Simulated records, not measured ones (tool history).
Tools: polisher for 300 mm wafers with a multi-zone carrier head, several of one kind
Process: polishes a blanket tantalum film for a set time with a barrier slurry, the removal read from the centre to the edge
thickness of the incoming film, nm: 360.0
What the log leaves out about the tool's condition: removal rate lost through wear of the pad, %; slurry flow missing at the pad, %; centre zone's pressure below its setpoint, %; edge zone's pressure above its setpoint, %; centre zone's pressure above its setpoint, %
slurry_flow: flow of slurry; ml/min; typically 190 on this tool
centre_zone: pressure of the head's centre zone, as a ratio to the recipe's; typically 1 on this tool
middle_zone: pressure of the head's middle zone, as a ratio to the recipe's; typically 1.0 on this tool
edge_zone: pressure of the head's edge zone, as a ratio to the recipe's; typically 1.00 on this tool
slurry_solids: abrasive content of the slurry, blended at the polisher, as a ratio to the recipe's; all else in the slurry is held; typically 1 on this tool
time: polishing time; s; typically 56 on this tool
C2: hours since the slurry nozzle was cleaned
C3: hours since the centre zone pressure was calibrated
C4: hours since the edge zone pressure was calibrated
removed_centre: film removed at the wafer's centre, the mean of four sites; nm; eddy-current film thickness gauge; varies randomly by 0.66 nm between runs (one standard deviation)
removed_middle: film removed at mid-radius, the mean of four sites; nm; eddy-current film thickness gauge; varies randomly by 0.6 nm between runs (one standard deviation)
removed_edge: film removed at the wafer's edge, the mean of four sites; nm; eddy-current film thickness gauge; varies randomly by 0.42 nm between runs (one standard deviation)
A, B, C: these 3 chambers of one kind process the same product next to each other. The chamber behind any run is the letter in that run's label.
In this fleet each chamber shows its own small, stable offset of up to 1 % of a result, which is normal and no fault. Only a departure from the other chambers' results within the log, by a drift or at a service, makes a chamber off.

run 1A hour=6.8 | slurry_flow=190 centre_zone=1 middle_zone=1.0 edge_zone=1.00 slurry_solids=1 time=56 | wafers_polished_on_this_pad=484 C2=113.2 C3=509.0 C4=306.3 | removed_centre=63.179 removed_middle=63.902 removed_edge=64.202
run 2C hour=13.7 | slurry_flow=190 centre_zone=1 middle_zone=1.0 edge_zone=1.00 slurry_solids=1 time=56 | wafers_polished_on_this_pad=522 C2=532.3 C3=599.6 C4=77.2 | removed_centre=62.224 removed_middle=64.075 removed_edge=62.934
-- hour=16.8 chamber A: worn pad replaced by a new one
run 3B hour=22.3 | slurry_flow=190 centre_zone=1 middle_zone=1.0 edge_zone=1.00 slurry_solids=1 time=56 | wafers_polished_on_this_pad=414 C2=638.5 C3=726.1 C4=750.6 | removed_centre=63.798 removed_middle=64.513 removed_edge=63.631
run 4C hour=31.4 | slurry_flow=190 centre_zone=1 middle_zone=1.0 edge_zone=1.00 slurry_solids=1 time=56 | wafers_polished_on_this_pad=680 C2=550.0 C3=617.3 C4=94.9 | removed_centre=63.405 removed_middle=63.633 removed_edge=62.738
-- hour=41.7 chamber B: worn pad replaced by a new one
run 5A hour=41.9 | slurry_flow=190 centre_zone=1 middle_zone=1.0 edge_zone=1.00 slurry_solids=1 time=56 | wafers_polished_on_this_pad=224 C2=148.3 C3=544.1 C4=341.4 | removed_centre=64.988 removed_middle=63.602 removed_edge=63.948
run 6B hour=49.4 | slurry_flow=190 centre_zone=1 middle_zone=1.0 edge_zone=1.00 slurry_solids=1 time=56 | wafers_polished_on_this_pad=69 C2=665.6 C3=753.2 C4=777.7 | removed_centre=64.190 removed_middle=63.993 removed_edge=64.511
-- hour=51.1 chamber C: worn pad replaced by a new one
run 7C hour=54.2 | slurry_flow=190 centre_zone=1 middle_zone=1.0 edge_zone=1.00 slurry_solids=1 time=56 | wafers_polished_on_this_pad=28 C2=572.8 C3=640.1 C4=117.7 | removed_centre=64.499 removed_middle=63.459 removed_edge=63.823
-- hour=57.3 chamber B: edge zone pressure recalibrated
run 8A hour=64.5 | slurry_flow=190 centre_zone=1 middle_zone=1.0 edge_zone=1.00 slurry_solids=1 time=56 | wafers_polished_on_this_pad=426 C2=170.9 C3=566.7 C4=364.0 | removed_centre=63.726 removed_middle=63.232 removed_edge=63.295
run 9B hour=72.4 | slurry_flow=190 centre_zone=1 middle_zone=1.0 edge_zone=1.00 slurry_solids=1 time=56 | wafers_polished_on_this_pad=274 C2=688.6 C3=776.2 C4=15.2 | removed_centre=63.736 removed_middle=64.362 removed_edge=63.151
-- hour=77.5 chamber A: worn pad replaced by a new one
run 10C hour=78.4 | slurry_flow=190 centre_zone=1 middle_zone=1.0 edge_zone=1.00 slurry_solids=1 time=56 | wafers_polished_on_this_pad=243 C2=597.0 C3=664.3 C4=141.9 | removed_centre=64.071 removed_middle=64.448 removed_edge=62.888
run 11A hour=83.8 | slurry_flow=190 centre_zone=1 middle_zone=1.0 edge_zone=1.00 slurry_solids=1 time=56 | wafers_polished_on_this_pad=56 C2=190.2 C3=586.0 C4=383.3 | removed_centre=62.539 removed_middle=63.575 removed_edge=63.962
run 12B hour=92.6 | slurry_flow=190 centre_zone=1 middle_zone=1.0 edge_zone=1.00 slurry_solids=1 time=56 | wafers_polished_on_this_pad=454 C2=708.8 C3=796.4 C4=35.4 | removed_centre=64.569 removed_middle=64.230 removed_edge=63.582
run 13C hour=100.7 | slurry_flow=190 centre_zone=1 middle_zone=1.0 edge_zone=1.00 slurry_solids=1 time=56 | wafers_polished_on_this_pad=442 C2=619.3 C3=686.6 C4=164.2 | removed_centre=63.271 removed_middle=63.179 removed_edge=63.183
run 14B hour=108.3 | slurry_flow=190 centre_zone=1 middle_zone=1.0 edge_zone=1.06 slurry_solids=1 time=56 | wafers_polished_on_this_pad=594 C2=724.5 C3=812.1 C4=51.1 | removed_centre=63.238 removed_middle=63.957 removed_edge=66.066
-- hour=113.4 chamber B: slurry nozzle cleaned
run 15A hour=113.4 | slurry_flow=190 centre_zone=1 middle_zone=1.0 edge_zone=1.06 slurry_solids=1 time=56 | wafers_polished_on_this_pad=320 C2=219.8 C3=615.6 C4=412.9 | removed_centre=63.184 removed_middle=64.194 removed_edge=65.744
-- hour=117.1 chamber B: worn pad replaced by a new one
run 16B hour=119.4 | slurry_flow=190 centre_zone=1 middle_zone=1.0 edge_zone=1.06 slurry_solids=1 time=56 | wafers_polished_on_this_pad=21 C2=6.1 C3=823.2 C4=62.2 | removed_centre=63.658 removed_middle=63.140 removed_edge=65.887
run 17C hour=124.4 | slurry_flow=190 centre_zone=1 middle_zone=1.0 edge_zone=1.00 slurry_solids=1 time=56 | wafers_polished_on_this_pad=654 C2=643.0 C3=710.3 C4=187.9 | removed_centre=63.093 removed_middle=63.214 removed_edge=62.161
run 18A hour=131.1 | slurry_flow=190 centre_zone=1 middle_zone=1.0 edge_zone=1.00 slurry_solids=1 time=56 | wafers_polished_on_this_pad=477 C2=237.5 C3=633.3 C4=430.6 | removed_centre=62.925 removed_middle=64.093 removed_edge=63.504
-- hour=133.8 chamber A: worn pad replaced by a new one
run 19A hour=138.6 | slurry_flow=150 centre_zone=1 middle_zone=1.0 edge_zone=1.10 slurry_solids=1 time=56 | wafers_polished_on_this_pad=43 C2=245.0 C3=640.8 C4=438.1 | removed_centre=60.141 removed_middle=61.008 removed_edge=66.160
run 20B hour=145.7 | slurry_flow=150 centre_zone=1 middle_zone=1.0 edge_zone=1.10 slurry_solids=1 time=56 | wafers_polished_on_this_pad=255 C2=32.4 C3=849.5 C4=88.5 | removed_centre=61.739 removed_middle=61.097 removed_edge=64.715
-- hour=150.5 chamber C: worn pad replaced by a new one
run 21C hour=151.8 | slurry_flow=150 centre_zone=1 middle_zone=1.0 edge_zone=1.10 slurry_solids=1 time=56 | wafers_polished_on_this_pad=12 C2=670.4 C3=737.7 C4=215.3 | removed_centre=60.542 removed_middle=59.941 removed_edge=64.086
run 22A hour=158.5 | slurry_flow=190 centre_zone=1 middle_zone=1.0 edge_zone=1.00 slurry_solids=1 time=56 | wafers_polished_on_this_pad=220 C2=264.9 C3=660.7 C4=458.0 | removed_centre=63.298 removed_middle=63.935 removed_edge=63.888
-- hour=160.1 chamber C: centre zone pressure recalibrated
run 23B hour=168.2 | slurry_flow=190 centre_zone=1 middle_zone=1.0 edge_zone=1.00 slurry_solids=1 time=56 | wafers_polished_on_this_pad=456 C2=54.9 C3=872.0 C4=111.0 | removed_centre=63.462 removed_middle=62.484 removed_edge=63.339
run 24C hour=173.9 | slurry_flow=190 centre_zone=1 middle_zone=1.0 edge_zone=1.00 slurry_solids=1 time=56 | wafers_polished_on_this_pad=209 C2=692.5 C3=13.9 C4=237.4 | removed_centre=61.799 removed_middle=62.227 removed_edge=62.003
run 25C hour=178.6 | slurry_flow=190 centre_zone=1 middle_zone=1.0 edge_zone=1.00 slurry_solids=1 time=56 | wafers_polished_on_this_pad=251 C2=697.2 C3=18.6 C4=242.1 | removed_centre=61.640 removed_middle=63.206 removed_edge=61.532
-- hour=184.8 chamber B: worn pad replaced by a new one
run 26A hour=187.5 | slurry_flow=190 centre_zone=1 middle_zone=1.0 edge_zone=1.00 slurry_solids=1 time=56 | wafers_polished_on_this_pad=478 C2=293.9 C3=689.7 C4=487.0 | removed_centre=62.813 removed_middle=63.362 removed_edge=64.556
-- hour=189.6 chamber A: worn pad replaced by a new one
run 27B hour=193.4 | slurry_flow=190 centre_zone=1 middle_zone=1.0 edge_zone=1.00 slurry_solids=1 time=56 | wafers_polished_on_this_pad=77 C2=80.1 C3=897.2 C4=136.2 | removed_centre=63.238 removed_middle=64.084 removed_edge=64.269
run 28B hour=198.9 | slurry_flow=190 centre_zone=1 middle_zone=1.0 edge_zone=1.00 slurry_solids=1 time=56 | wafers_polished_on_this_pad=126 C2=85.6 C3=902.7 C4=141.7 | removed_centre=63.569 removed_middle=64.917 removed_edge=64.148
run 29A hour=203.6 | slurry_flow=190 centre_zone=1 middle_zone=1.0 edge_zone=1.00 slurry_solids=1 time=56 | wafers_polished_on_this_pad=125 C2=310.0 C3=705.8 C4=503.1 | removed_centre=64.175 removed_middle=63.729 removed_edge=63.850
run 30C hour=213.1 | slurry_flow=190 centre_zone=1 middle_zone=1.0 edge_zone=1.00 slurry_solids=1 time=56 | wafers_polished_on_this_pad=558 C2=731.7 C3=53.1 C4=276.6 | removed_centre=61.650 removed_middle=61.097 removed_edge=61.366
run 31A hour=219.5 | slurry_flow=230 centre_zone=1 middle_zone=1.0 edge_zone=1.00 slurry_solids=1 time=48 | wafers_polished_on_this_pad=267 C2=325.9 C3=721.7 C4=519.0 | removed_centre=56.092 removed_middle=57.288 removed_edge=55.614
run 32C hour=224.4 | slurry_flow=230 centre_zone=1 middle_zone=1.0 edge_zone=1.00 slurry_solids=1 time=48 | wafers_polished_on_this_pad=659 C2=743.0 C3=64.4 C4=287.9 | removed_centre=53.879 removed_middle=54.240 removed_edge=54.100
run 33B hour=231.2 | slurry_flow=230 centre_zone=1 middle_zone=1.0 edge_zone=1.00 slurry_solids=1 time=48 | wafers_polished_on_this_pad=414 C2=117.9 C3=935.0 C4=174.0 | removed_centre=54.929 removed_middle=55.668 removed_edge=55.567
run 34A hour=237.1 | slurry_flow=190 centre_zone=1 middle_zone=1.0 edge_zone=1.00 slurry_solids=1 time=56 | wafers_polished_on_this_pad=424 C2=343.5 C3=739.3 C4=536.6 | removed_centre=64.847 removed_middle=64.001 removed_edge=63.870
-- hour=242.2 chamber A: worn pad replaced by a new one
run 35C hour=245.1 | slurry_flow=190 centre_zone=1 middle_zone=1.0 edge_zone=1.00 slurry_solids=1 time=56 | wafers_polished_on_this_pad=844 C2=763.7 C3=85.1 C4=308.6 | removed_centre=59.958 removed_middle=60.110 removed_edge=60.456
run 36B hour=254.2 | slurry_flow=190 centre_zone=1 middle_zone=1.0 edge_zone=1.00 slurry_solids=1 time=56 | wafers_polished_on_this_pad=619 C2=140.9 C3=958.0 C4=197.0 | removed_centre=63.522 removed_middle=62.353 removed_edge=63.966
run 37A hour=261.0 | slurry_flow=190 centre_zone=1 middle_zone=0.9 edge_zone=1.00 slurry_solids=1 time=56 | wafers_polished_on_this_pad=168 C2=367.4 C3=763.2 C4=560.5 | removed_centre=63.731 removed_middle=57.697 removed_edge=63.919

What goes on in this fleet: one chamber off, a drifting gauge, or nothing beyond the chambers' own small offsets? Name the chamber and the cause, if any.

Little by little, chamber C moves away from the other chambers.
Cause: slurry flow missing at the pad, % = 30.1.

Chamber C could run next with any of the 4 candidate recipes listed below; each alters the usual settings, and their results appear as question marks. Which one brings its results back in line with what the other chambers deliver on the usual settings?
Maximum distance from the other chambers' mean on the usual settings for a result to count as in line: removed_centre 2.300 nm; removed_middle 2.100 nm; removed_edge 1.500 nm
run 38C-1 hour=268.6 | slurry_flow=185 centre_zone=0.99 middle_zone=1.0 edge_zone=1.00 slurry_solids=1 time=53 | removed_centre=? removed_middle=? removed_edge=?
run 38C-2 hour=268.6 | slurry_flow=190 centre_zone=1.00 middle_zone=1.0 edge_zone=1.00 slurry_solids=1 time=55 | removed_centre=? removed_middle=? removed_edge=?
run 38C-3 hour=268.6 | slurry_flow=195 centre_zone=1.01 middle_zone=1.0 edge_zone=1.00 slurry_solids=1 time=59 | removed_centre=? removed_middle=? removed_edge=?
run 38C-4 hour=268.6 | slurry_flow=190 centre_zone=1.00 middle_zone=1.0 edge_zone=1.00 slurry_solids=1 time=57 | removed_centre=? removed_middle=? removed_edge=?

The other chambers' mean on the usual settings: removed_centre 63.227 nm; removed_middle 63.528 nm; removed_edge 63.643 nm
run=38C-1 removed_centre=54.492 removed_middle=55.927 removed_edge=56.207
run=38C-2 removed_centre=57.544 removed_middle=58.372 removed_edge=58.567
run=38C-3 removed_centre=62.787 removed_middle=62.959 removed_edge=63.072
run=38C-4 removed_centre=59.637 removed_middle=60.495 removed_edge=60.697
Change 38C-3 lands the chamber within the allowed miss of the other chambers.
